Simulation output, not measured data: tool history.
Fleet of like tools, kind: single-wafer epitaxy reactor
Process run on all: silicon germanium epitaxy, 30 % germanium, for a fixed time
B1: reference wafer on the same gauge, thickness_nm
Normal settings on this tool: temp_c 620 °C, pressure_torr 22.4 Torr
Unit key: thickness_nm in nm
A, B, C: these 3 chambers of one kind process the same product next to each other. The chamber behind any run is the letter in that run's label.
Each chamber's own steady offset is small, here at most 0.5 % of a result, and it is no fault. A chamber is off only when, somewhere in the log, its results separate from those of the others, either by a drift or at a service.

{"run": "1C", "hour": 6.8, "temp_c": 620, "pressure_torr": 22.4, "B1": 89.378, "thickness_nm": 88.24}
{"run": "2A", "hour": 11.1, "temp_c": 620, "pressure_torr": 22.4, "B1": 89.401, "thickness_nm": 88.366}
{"run": "3B", "hour": 19.4, "temp_c": 620, "pressure_torr": 22.4, "B1": 89.347, "thickness_nm": 88.242}
{"run": "4A", "hour": 27.2, "temp_c": 620, "pressure_torr": 22.4, "B1": 89.309, "thickness_nm": 88.351}
{"run": "5C", "hour": 35.1, "temp_c": 620, "pressure_torr": 22.4, "B1": 89.308, "thickness_nm": 88.139}
{"run": "6B", "hour": 44.0, "temp_c": 620, "pressure_torr": 22.4, "B1": 89.279, "thickness_nm": 88.052}
{"run": "7B", "hour": 49.1, "temp_c": 620, "pressure_torr": 22.4, "B1": 89.279, "thickness_nm": 88.242}
{"run": "8C", "hour": 57.9, "temp_c": 620, "pressure_torr": 22.4, "B1": 89.278, "thickness_nm": 87.623}
{"run": "9A", "hour": 65.8, "temp_c": 620, "pressure_torr": 22.4, "B1": 89.248, "thickness_nm": 88.35}
{"run": "10A", "hour": 72.7, "temp_c": 620, "pressure_torr": 22.4, "B1": 89.21, "thickness_nm": 88.078}
{"run": "11B", "hour": 80.1, "temp_c": 620, "pressure_torr": 22.4, "B1": 89.195, "thickness_nm": 87.849}
{"run": "12C", "hour": 89.6, "temp_c": 620, "pressure_torr": 22.4, "B1": 89.193, "thickness_nm": 88.138}
{"run": "13C", "hour": 97.1, "temp_c": 620, "pressure_torr": 22.4, "B1": 89.144, "thickness_nm": 88.138}
{"run": "14B", "hour": 106.3, "temp_c": 620, "pressure_torr": 22.4, "B1": 89.124, "thickness_nm": 87.904}
{"run": "15A", "hour": 113.9, "temp_c": 620, "pressure_torr": 22.4, "B1": 89.147, "thickness_nm": 88.171}
{"run": "16C", "hour": 122.8, "temp_c": 620, "pressure_torr": 22.4, "B1": 89.104, "thickness_nm": 87.842}
{"run": "17B", "hour": 128.4, "temp_c": 620, "pressure_torr": 26.6, "B1": 89.102, "thickness_nm": 94.314}
{"run": "18A", "hour": 134.1, "temp_c": 620, "pressure_torr": 26.6, "B1": 89.08, "thickness_nm": 94.466}
{"run": "19C", "hour": 142.6, "temp_c": 620, "pressure_torr": 26.6, "B1": 89.037, "thickness_nm": 94.284}
{"run": "20A", "hour": 150.2, "temp_c": 620, "pressure_torr": 22.4, "B1": 89.039, "thickness_nm": 88.145}
{"run": "21B", "hour": 156.8, "temp_c": 620, "pressure_torr": 22.4, "B1": 89.014, "thickness_nm": 87.95}
{"run": "22C", "hour": 163.5, "temp_c": 620, "pressure_torr": 22.4, "B1": 89.03, "thickness_nm": 87.69}
{"run": "23B", "hour": 172.7, "temp_c": 620, "pressure_torr": 22.4, "B1": 89, "thickness_nm": 87.774}
{"run": "24A", "hour": 180.2, "temp_c": 620, "pressure_torr": 22.4, "B1": 88.95, "thickness_nm": 88.155}
{"run": "25A", "hour": 187.5, "temp_c": 627, "pressure_torr": 25.7, "B1": 88.958, "thickness_nm": 104.72}
{"run": "26C", "hour": 192.4, "temp_c": 627, "pressure_torr": 25.7, "B1": 88.945, "thickness_nm": 104.3}
{"run": "27B", "hour": 199.0, "temp_c": 627, "pressure_torr": 25.7, "B1": 88.932, "thickness_nm": 104.54}
{"run": "28A", "hour": 204.7, "temp_c": 620, "pressure_torr": 22.4, "B1": 88.918, "thickness_nm": 88.016}

Read the log: is a single chamber off, either drifting away or since a service, is the gauge that measures every chamber drifting, or is nothing wrong beyond small per-chamber offsets? Name any odd chamber and what most likely caused it.

Gauge drift. The chambers move together only on paper, and none stands off.
Cause: gauge reads low (%) = 0.584.
